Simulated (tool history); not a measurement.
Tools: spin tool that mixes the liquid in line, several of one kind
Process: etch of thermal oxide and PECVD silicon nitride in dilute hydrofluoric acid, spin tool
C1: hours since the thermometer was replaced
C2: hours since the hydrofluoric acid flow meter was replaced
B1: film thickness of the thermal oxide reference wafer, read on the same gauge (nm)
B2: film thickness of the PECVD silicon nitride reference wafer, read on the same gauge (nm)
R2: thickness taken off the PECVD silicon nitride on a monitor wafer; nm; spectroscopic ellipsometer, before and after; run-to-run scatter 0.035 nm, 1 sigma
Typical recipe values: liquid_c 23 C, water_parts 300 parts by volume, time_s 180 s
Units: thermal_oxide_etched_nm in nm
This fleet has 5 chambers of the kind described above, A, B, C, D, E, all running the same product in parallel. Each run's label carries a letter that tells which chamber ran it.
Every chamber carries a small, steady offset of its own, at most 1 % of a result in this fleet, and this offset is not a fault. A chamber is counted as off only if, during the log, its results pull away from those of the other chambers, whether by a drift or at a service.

run 1B hour=5 | liquid_c=23 water_parts=300 time_s=180 | C1=686.8 C2=27.3 | B1=99.997 B2=80.043 | thermal_oxide_etched_nm=2.2797 R2=2.9774
run 2E hour=10.8 | liquid_c=23 water_parts=300 time_s=180 | C1=588.7 C2=100.3 | B1=99.997 B2=80.019 | thermal_oxide_etched_nm=2.3138 R2=3.0065
run 3C hour=13.8 | liquid_c=23 water_parts=300 time_s=180 | C1=602.1 C2=107.5 | B1=100 B2=79.974 | thermal_oxide_etched_nm=2.2115 R2=2.9383
run 4A hour=16.7 | liquid_c=23 water_parts=300 time_s=180 | C1=433.2 C2=114.7 | B1=99.977 B2=79.987 | thermal_oxide_etched_nm=2.2804 R2=2.9123
run 5D hour=21.8 | liquid_c=20 water_parts=300 time_s=180 | C1=1018.1 C2=152.3 | B1=100 B2=80.007 | thermal_oxide_etched_nm=2.0346 R2=2.4834
run 6E hour=25.9 | liquid_c=20 water_parts=300 time_s=180 | C1=603.8 C2=115.4 | B1=99.984 B2=79.979 | thermal_oxide_etched_nm=1.9904 R2=2.4758
run 7D hour=32 | liquid_c=20 water_parts=300 time_s=180 | C1=1028.3 C2=162.5 | B1=100 B2=80.016 | thermal_oxide_etched_nm=2.0244 R2=2.4754
run 8C hour=37.3 | liquid_c=20 water_parts=300 time_s=180 | C1=625.6 C2=131 | B1=99.991 B2=79.992 | thermal_oxide_etched_nm=2.0089 R2=2.472
run 9B hour=42.4 | liquid_c=20 water_parts=300 time_s=180 | C1=724.2 C2=64.7 | B1=99.989 B2=79.985 | thermal_oxide_etched_nm=2.023 R2=2.4475
run 10A hour=45.4 | liquid_c=23 water_parts=300 time_s=180 | C1=461.9 C2=143.4 | B1=99.999 B2=79.998 | thermal_oxide_etched_nm=2.251 R2=2.9064
run 11B hour=49.6 | liquid_c=23 water_parts=300 time_s=180 | C1=731.4 C2=71.9 | B1=100 B2=79.995 | thermal_oxide_etched_nm=2.3371 R2=2.9336
run 12D hour=53.1 | liquid_c=23 water_parts=300 time_s=180 | C1=1049.4 C2=183.6 | B1=99.972 B2=79.959 | thermal_oxide_etched_nm=2.277 R2=2.9588
run 13C hour=55.9 | liquid_c=23 water_parts=300 time_s=180 | C1=644.2 C2=149.6 | B1=99.991 B2=79.995 | thermal_oxide_etched_nm=2.2415 R2=2.9836
run 14A hour=61.4 | liquid_c=23 water_parts=300 time_s=180 | C1=477.9 C2=159.4 | B1=100.01 B2=79.972 | thermal_oxide_etched_nm=2.2427 R2=2.907
run 15E hour=65.2 | liquid_c=23 water_parts=300 time_s=180 | C1=643.1 C2=154.7 | B1=100.02 B2=80.003 | thermal_oxide_etched_nm=2.2108 R2=2.9905
run 16D hour=71.1 | liquid_c=23 water_parts=355 time_s=285 | C1=1067.4 C2=201.6 | B1=100.01 B2=80.013 | thermal_oxide_etched_nm=2.9005 R2=3.9919
run 17B hour=76.2 | liquid_c=23 water_parts=355 time_s=285 | C1=758 C2=98.5 | B1=100.02 B2=79.992 | thermal_oxide_etched_nm=2.8514 R2=3.9204
run 18A hour=81.2 | liquid_c=23 water_parts=355 time_s=285 | C1=497.7 C2=179.2 | B1=99.999 B2=79.989 | thermal_oxide_etched_nm=2.849 R2=3.8773
run 19E hour=85.3 | liquid_c=23 water_parts=355 time_s=285 | C1=663.2 C2=174.8 | B1=99.991 B2=79.98 | thermal_oxide_etched_nm=2.9335 R2=4.029
run 20C hour=90.8 | liquid_c=23 water_parts=355 time_s=285 | C1=679.1 C2=184.5 | B1=99.988 B2=80.019 | thermal_oxide_etched_nm=2.8436 R2=3.9121
run 21A hour=94.7 | liquid_c=23 water_parts=300 time_s=180 | C1=511.2 C2=192.7 | B1=100.02 B2=79.987 | thermal_oxide_etched_nm=2.2582 R2=2.9463
run 22D hour=100.2 | liquid_c=23 water_parts=300 time_s=180 | C1=1096.5 C2=230.7 | B1=100.01 B2=79.988 | thermal_oxide_etched_nm=2.3162 R2=2.9531
run 23B hour=104.1 | liquid_c=23 water_parts=300 time_s=180 | C1=785.9 C2=126.4 | B1=100.01 B2=80.008 | thermal_oxide_etched_nm=2.2555 R2=2.9616
run 24E hour=107.5 | liquid_c=23 water_parts=300 time_s=180 | C1=685.4 C2=197 | B1=100.03 B2=79.971 | thermal_oxide_etched_nm=2.3115 R2=2.9846
run 25C hour=112.2 | liquid_c=23 water_parts=300 time_s=180 | C1=700.5 C2=205.9 | B1=100 B2=80.023 | thermal_oxide_etched_nm=2.2536 R2=2.9177
run 26D hour=116.6 | liquid_c=23 water_parts=300 time_s=180 | C1=1112.9 C2=247.1 | B1=100.01 B2=79.98 | thermal_oxide_etched_nm=2.2988 R2=2.9682
run 27A hour=122.3 | liquid_c=23 water_parts=300 time_s=180 | C1=538.8 C2=220.3 | B1=99.995 B2=80.013 | thermal_oxide_etched_nm=2.2819 R2=2.8767
run 28E hour=125.6 | liquid_c=23 water_parts=300 time_s=180 | C1=703.5 C2=215.1 | B1=99.999 B2=80.006 | thermal_oxide_etched_nm=2.2342 R2=2.9516
run 29C hour=128.3 | liquid_c=23 water_parts=300 time_s=180 | C1=716.6 C2=222 | B1=99.994 B2=80.018 | thermal_oxide_etched_nm=2.2569 R2=2.9749
run 30B hour=131.6 | liquid_c=23 water_parts=300 time_s=180 | C1=813.4 C2=153.9 | B1=100 B2=79.999 | thermal_oxide_etched_nm=2.2318 R2=2.9679
run 31C hour=135.6 | liquid_c=23 water_parts=300 time_s=180 | C1=723.9 C2=229.3 | B1=100.01 B2=79.974 | thermal_oxide_etched_nm=2.2464 R2=3.0543
run 32D hour=140.8 | liquid_c=23 water_parts=300 time_s=180 | C1=1137.1 C2=271.3 | B1=100.01 B2=79.961 | thermal_oxide_etched_nm=2.2722 R2=2.9841
run 33E hour=146.1 | liquid_c=23 water_parts=300 time_s=180 | C1=724 C2=235.6 | B1=99.994 B2=79.987 | thermal_oxide_etched_nm=2.204 R2=2.9875

All 5 chambers run these settings next. Forecast each chamber's results:
run 34A hour=150.5 | liquid_c=23 water_parts=300 time_s=115 | thermal_oxide_etched_nm=? R2=?
run 34B hour=150.5 | liquid_c=23 water_parts=300 time_s=115 | thermal_oxide_etched_nm=? R2=?
run 34C hour=150.5 | liquid_c=23 water_parts=300 time_s=115 | thermal_oxide_etched_nm=? R2=?
run 34D hour=150.5 | liquid_c=23 water_parts=300 time_s=115 | thermal_oxide_etched_nm=? R2=?
run 34E hour=150.5 | liquid_c=23 water_parts=300 time_s=115 | thermal_oxide_etched_nm=? R2=?

run=34A thermal_oxide_etched_nm=1.4457 R2=1.8562
run=34B thermal_oxide_etched_nm=1.4737 R2=1.9099
run=34C thermal_oxide_etched_nm=1.4757 R2=1.9295
run=34D thermal_oxide_etched_nm=1.4524 R2=1.9128
run=34E thermal_oxide_etched_nm=1.446 R2=1.9002

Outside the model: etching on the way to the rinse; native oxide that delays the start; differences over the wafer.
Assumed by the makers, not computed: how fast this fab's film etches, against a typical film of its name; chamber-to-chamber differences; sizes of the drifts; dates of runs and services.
